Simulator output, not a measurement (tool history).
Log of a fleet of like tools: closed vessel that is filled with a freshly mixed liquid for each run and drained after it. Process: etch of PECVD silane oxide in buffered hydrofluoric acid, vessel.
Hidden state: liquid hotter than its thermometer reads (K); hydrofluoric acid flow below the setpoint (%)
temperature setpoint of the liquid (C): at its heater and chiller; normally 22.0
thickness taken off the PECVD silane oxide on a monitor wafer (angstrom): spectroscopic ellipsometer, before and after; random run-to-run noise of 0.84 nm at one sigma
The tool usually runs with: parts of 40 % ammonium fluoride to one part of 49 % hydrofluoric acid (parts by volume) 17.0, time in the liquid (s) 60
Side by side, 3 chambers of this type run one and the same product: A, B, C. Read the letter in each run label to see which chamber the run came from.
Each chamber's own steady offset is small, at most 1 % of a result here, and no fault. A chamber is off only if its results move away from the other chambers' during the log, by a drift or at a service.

run,hour,temperature setpoint of the liquid (C),parts of 40 % ammonium fluoride to one part of 49 % hydrofluoric acid (parts by volume),time in the liquid (s),hours since the thermometer was replaced,hours since the hydrofluoric acid flow meter was replaced,"read-back film thickness of the PECVD silane oxide reference wafer, read on the same gauge (nm)",thickness taken off the PECVD silane oxide on a monitor wafer (angstrom)
1C,3.5,22.0,17.0,60,54.6,1410.7,30.014,876.16
2A,7.9,22.0,17.0,60,504.9,141.8,30.012,899.12
3B,10.8,22.0,17.0,60,527.5,1749.6,30.031,895.91
4A,14.7,22.0,17.0,60,511.7,148.6,30.012,889.74
5C,17.9,22.0,17.0,60,69.0,1425.1,30.010,871.20
6B,22.1,22.0,17.0,60,538.8,1760.9,30.017,859.00
7A,24.4,22.0,17.0,60,521.4,158.3,30.004,882.91
8C,28.0,22.0,17.0,60,79.1,1435.2,30.008,893.23
9B,32.3,22.0,17.0,60,549.0,1771.1,29.999,875.44
10B,36.1,22.0,17.0,60,552.8,1774.9,29.991,872.70
11C,38.2,22.0,17.0,60,89.3,1445.4,29.981,873.75
12A,41.7,22.0,17.0,60,538.7,175.6,30.000,906.93
13A,43.7,22.0,17.0,60,540.7,177.6,30.014,924.20
14C,47.7,22.0,17.0,60,98.8,1454.9,30.006,884.76
15B,52.0,22.0,17.0,75,568.7,1790.8,29.995,1113.60
16B,54.6,22.0,17.0,75,571.3,1793.4,29.979,1115.20
17C,57.6,22.0,17.0,75,108.7,1464.8,30.011,1088.80
18A,60.2,24.5,13.0,60,557.2,194.1,29.999,1414.70
19C,64.4,24.5,13.0,60,115.5,1471.6,29.995,1304.50
20A,67.8,24.5,13.0,60,564.8,201.7,29.997,1383.80
21B,70.8,22.0,17.0,60,587.5,1809.6,29.981,873.79
22A,74.7,22.0,17.0,60,571.7,208.6,29.997,940.58
23C,77.1,22.0,19.5,50,128.2,1484.3,29.997,647.82
24B,79.3,22.0,19.5,50,596.0,1818.1,29.990,635.38
25A,82.3,22.0,19.5,50,579.3,216.2,29.992,705.31
26C,85.0,22.0,17.0,60,136.1,1492.2,29.991,871.77

Each of the 3 chambers runs these same settings next. Fill in every chamber's results:
27A,88.2,22.0,17.0,60,,,,?
27B,88.2,22.0,17.0,60,,,,?
27C,88.2,22.0,17.0,60,,,,?

run,thickness taken off the PECVD silane oxide on a monitor wafer (angstrom)
27A,966.19
27B,873.17
27C,884.31
